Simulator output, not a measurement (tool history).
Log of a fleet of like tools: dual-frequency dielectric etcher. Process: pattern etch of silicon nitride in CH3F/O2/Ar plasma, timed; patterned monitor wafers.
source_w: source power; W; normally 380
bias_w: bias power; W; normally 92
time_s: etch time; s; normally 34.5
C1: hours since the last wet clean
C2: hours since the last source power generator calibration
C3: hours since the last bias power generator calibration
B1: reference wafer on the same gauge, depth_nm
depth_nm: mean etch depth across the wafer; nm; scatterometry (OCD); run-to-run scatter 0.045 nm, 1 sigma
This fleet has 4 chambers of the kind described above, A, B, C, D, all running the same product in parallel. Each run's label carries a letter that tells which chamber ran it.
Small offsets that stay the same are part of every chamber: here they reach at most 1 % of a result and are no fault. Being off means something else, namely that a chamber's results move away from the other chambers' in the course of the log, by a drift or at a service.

run 1C hour=4.8 | source_w=380 bias_w=92 time_s=34.5 | C1=452.1 C2=2293.5 C3=2106.4 | B1=24.798 | depth_nm=25.795
run 2B hour=9.4 | source_w=380 bias_w=92 time_s=34.5 | C1=538 C2=998.5 C3=1151.5 | B1=24.791 | depth_nm=25.753
run 3D hour=13.7 | source_w=380 bias_w=92 time_s=34.5 | C1=243.3 C2=502.9 C3=3713.6 | B1=24.793 | depth_nm=25.681
run 4A hour=18.5 | source_w=380 bias_w=92 time_s=34.5 | C1=33.5 C2=910.9 C3=147 | B1=24.783 | depth_nm=25.75
-- hour=22.2 chamber B: wet clean of the chamber
run 5A hour=23.4 | source_w=380 bias_w=92 time_s=34.5 | C1=38.4 C2=915.8 C3=151.9 | B1=24.794 | depth_nm=25.719
run 6C hour=28.8 | source_w=380 bias_w=92 time_s=34.5 | C1=476.1 C2=2317.5 C3=2130.4 | B1=24.769 | depth_nm=25.763
run 7D hour=32.9 | source_w=380 bias_w=92 time_s=34.5 | C1=262.5 C2=522.1 C3=3732.8 | B1=24.781 | depth_nm=25.667
run 8B hour=38.9 | source_w=380 bias_w=92 time_s=34.5 | C1=16.7 C2=1028 C3=1181 | B1=24.752 | depth_nm=25.556
run 9A hour=42 | source_w=380 bias_w=92 time_s=25.5 | C1=57 C2=934.4 C3=170.5 | B1=24.754 | depth_nm=18.975
run 10D hour=47.5 | source_w=380 bias_w=92 time_s=25.5 | C1=277.1 C2=536.7 C3=3747.4 | B1=24.759 | depth_nm=19.034
run 11B hour=53.3 | source_w=380 bias_w=92 time_s=25.5 | C1=31.1 C2=1042.4 C3=1195.4 | B1=24.767 | depth_nm=18.963
run 12C hour=56.7 | source_w=380 bias_w=92 time_s=25.5 | C1=504 C2=2345.4 C3=2158.3 | B1=24.755 | depth_nm=19.014
run 13A hour=60 | source_w=380 bias_w=71 time_s=34.5 | C1=75 C2=952.4 C3=188.5 | B1=24.739 | depth_nm=23.528
run 14D hour=64 | source_w=380 bias_w=71 time_s=34.5 | C1=293.6 C2=553.2 C3=3763.9 | B1=24.745 | depth_nm=23.39
run 15B hour=68.6 | source_w=380 bias_w=71 time_s=34.5 | C1=46.4 C2=1057.7 C3=1210.7 | B1=24.744 | depth_nm=23.391
run 16C hour=73.8 | source_w=380 bias_w=71 time_s=34.5 | C1=521.1 C2=2362.5 C3=2175.4 | B1=24.722 | depth_nm=23.473
run 17B hour=79.1 | source_w=380 bias_w=92 time_s=34.5 | C1=56.9 C2=1068.2 C3=1221.2 | B1=24.726 | depth_nm=25.589
run 18D hour=84.9 | source_w=380 bias_w=92 time_s=34.5 | C1=314.5 C2=574.1 C3=3784.8 | B1=24.714 | depth_nm=25.58
run 19C hour=91.4 | source_w=380 bias_w=92 time_s=34.5 | C1=538.7 C2=2380.1 C3=2193 | B1=24.724 | depth_nm=25.728
run 20A hour=97.3 | source_w=310 bias_w=92 time_s=38.5 | C1=112.3 C2=989.7 C3=225.8 | B1=24.716 | depth_nm=26.543
run 21A hour=100.3 | source_w=310 bias_w=92 time_s=38.5 | C1=115.3 C2=992.7 C3=228.8 | B1=24.71 | depth_nm=26.6
run 22D hour=106.3 | source_w=310 bias_w=92 time_s=38.5 | C1=335.9 C2=595.5 C3=3806.2 | B1=24.709 | depth_nm=26.539
run 23B hour=110.6 | source_w=310 bias_w=92 time_s=38.5 | C1=88.4 C2=1099.7 C3=1252.7 | B1=24.714 | depth_nm=26.43
run 24C hour=114.4 | source_w=380 bias_w=92 time_s=34.5 | C1=561.7 C2=2403.1 C3=2216 | B1=24.7 | depth_nm=25.682
run 25B hour=119.7 | source_w=430 bias_w=92 time_s=34.5 | C1=97.5 C2=1108.8 C3=1261.8 | B1=24.692 | depth_nm=26.714
run 26A hour=123.6 | source_w=430 bias_w=92 time_s=34.5 | C1=138.6 C2=1016 C3=252.1 | B1=24.69 | depth_nm=26.856
run 27D hour=127.5 | source_w=430 bias_w=92 time_s=34.5 | C1=357.1 C2=616.7 C3=3827.4 | B1=24.686 | depth_nm=26.723
run 28C hour=130.6 | source_w=430 bias_w=92 time_s=34.5 | C1=577.9 C2=2419.3 C3=2232.2 | B1=24.689 | depth_nm=26.897
run 29C hour=134.7 | source_w=380 bias_w=92 time_s=34.5 | C1=582 C2=2423.4 C3=2236.3 | B1=24.679 | depth_nm=25.673
-- hour=139.4 chamber C: wet clean of the chamber
-- hour=140.2 chamber D: bias power generator calibrated
run 30B hour=140.7 | source_w=380 bias_w=92 time_s=34.5 | C1=118.5 C2=1129.8 C3=1282.8 | B1=24.669 | depth_nm=25.548
run 31D hour=144.7 | source_w=380 bias_w=92 time_s=34.5 | C1=374.3 C2=633.9 C3=4.6 | B1=24.687 | depth_nm=25.543
run 32A hour=150 | source_w=340 bias_w=92 time_s=34.5 | C1=165 C2=1042.4 C3=278.5 | B1=24.663 | depth_nm=24.67
run 33B hour=153.6 | source_w=340 bias_w=92 time_s=34.5 | C1=131.4 C2=1142.7 C3=1295.7 | B1=24.661 | depth_nm=24.534
run 34C hour=158.7 | source_w=340 bias_w=92 time_s=34.5 | C1=19.4 C2=2447.4 C3=2260.3 | B1=24.673 | depth_nm=24.562
run 35D hour=163.8 | source_w=340 bias_w=92 time_s=34.5 | C1=393.4 C2=653 C3=23.7 | B1=24.65 | depth_nm=24.518
run 36A hour=168.8 | source_w=380 bias_w=92 time_s=34.5 | C1=183.8 C2=1061.2 C3=297.3 | B1=24.65 | depth_nm=25.589
run 37A hour=173.5 | source_w=380 bias_w=92 time_s=34.5 | C1=188.5 C2=1065.9 C3=302 | B1=24.649 | depth_nm=25.651
run 38B hour=176.4 | source_w=380 bias_w=92 time_s=34.5 | C1=154.2 C2=1165.5 C3=1318.5 | B1=24.652 | depth_nm=25.429
run 39C hour=182.3 | source_w=450 bias_w=92 time_s=28 | C1=43 C2=2471 C3=2283.9 | B1=24.645 | depth_nm=22.133
run 40D hour=185.8 | source_w=450 bias_w=92 time_s=28 | C1=415.4 C2=675 C3=45.7 | B1=24.627 | depth_nm=22.082
run 41D hour=190.2 | source_w=450 bias_w=92 time_s=28 | C1=419.8 C2=679.4 C3=50.1 | B1=24.62 | depth_nm=22.138
run 42A hour=194.2 | source_w=450 bias_w=92 time_s=28 | C1=209.2 C2=1086.6 C3=322.7 | B1=24.635 | depth_nm=22.144

Is one chamber out of step, is the gauge drifting, or do the chambers differ by no more than their own small offsets? For an off chamber, give its letter and the likeliest cause.

It is the gauge, not a chamber: its drift shows up in every chamber's results at once, and no chamber is off.
What lies behind it: gauge reads low (%) = 0.713.
